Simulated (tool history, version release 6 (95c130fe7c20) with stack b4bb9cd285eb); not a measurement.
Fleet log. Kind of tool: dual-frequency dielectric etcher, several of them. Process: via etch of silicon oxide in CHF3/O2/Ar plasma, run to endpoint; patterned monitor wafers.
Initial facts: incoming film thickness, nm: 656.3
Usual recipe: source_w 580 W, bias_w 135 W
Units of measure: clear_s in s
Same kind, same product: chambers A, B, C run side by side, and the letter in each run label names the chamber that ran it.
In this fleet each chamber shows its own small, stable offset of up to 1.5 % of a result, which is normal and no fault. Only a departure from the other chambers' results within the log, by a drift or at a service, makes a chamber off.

| run | hour | source_w | bias_w | hours since the last wet clean | hours since the last source power generator calibration | hours since the last bias power generator calibration | clear_s |
|---|---|---|---|---|---|---|---|
| 1C | 5.2 | 580 | 135 | 175.3 | 1105.5 | 3368.7 | 364.99 |
| 2B | 15.9 | 580 | 135 | 132.5 | 492.6 | 1977.9 | 364.68 |
| 3A | 24.9 | 580 | 135 | 51.6 | 2429.1 | 1595.2 | 371.22 |
| 4B | 31.4 | 580 | 135 | 148 | 508.1 | 1993.4 | 370.89 |
| 5A | 39.9 | 580 | 135 | 66.6 | 2444.1 | 1610.2 | 372.74 |
| 6C | 51.4 | 580 | 135 | 221.5 | 1151.7 | 3414.9 | 368.16 |
| 7B | 57.7 | 580 | 157 | 174.3 | 534.4 | 2019.7 | 351.17 |
| 8C | 67.7 | 580 | 157 | 237.8 | 1168 | 3431.2 | 348.68 |
| 9A | 73.7 | 580 | 157 | 100.4 | 2477.9 | 1644 | 356.51 |
| 10C | 81.9 | 520 | 135 | 252 | 1182.2 | 3445.4 | 381.09 |
| 11A | 90.3 | 520 | 135 | 117 | 2494.5 | 1660.6 | 388.02 |
| 12B | 97.1 | 520 | 135 | 213.7 | 573.8 | 2059.1 | 380.83 |
| 13A | 102.2 | 580 | 135 | 128.9 | 2506.4 | 1672.5 | 370.14 |
| 14C | 111.3 | 580 | 135 | 281.4 | 1211.6 | 3474.8 | 364.99 |
| 15B | 116.8 | 580 | 135 | 233.4 | 593.5 | 2078.8 | 369.71 |
| 16A | 127.7 | 580 | 135 | 154.4 | 2531.9 | 1698 | 371.97 |
| 17C | 135.5 | 580 | 135 | 305.6 | 1235.8 | 3499 | 363.8 |
| 18B | 142.3 | 580 | 135 | 258.9 | 619 | 2104.3 | 368.11 |
| 19A | 147.4 | 580 | 135 | 174.1 | 2551.6 | 1717.7 | 374.17 |
| 20B | 155.1 | 580 | 135 | 271.7 | 631.8 | 2117.1 | 366.9 |
| 21C | 161.1 | 620 | 111 | 331.2 | 1261.4 | 3524.6 | 380.47 |
| 22C | 167.7 | 620 | 111 | 337.8 | 1268 | 3531.2 | 376.96 |

Each of the 3 chambers runs these same settings next. Fill in every chamber's results:
| 23A | 176 | 500 | 135 |  |  |  | ? |
| 23B | 176 | 500 | 135 |  |  |  | ? |
| 23C | 176 | 500 | 135 |  |  |  | ? |

| run | clear_s |
|---|---|
| 23A | 394.75 |
| 23B | 390.14 |
| 23C | 390.52 |
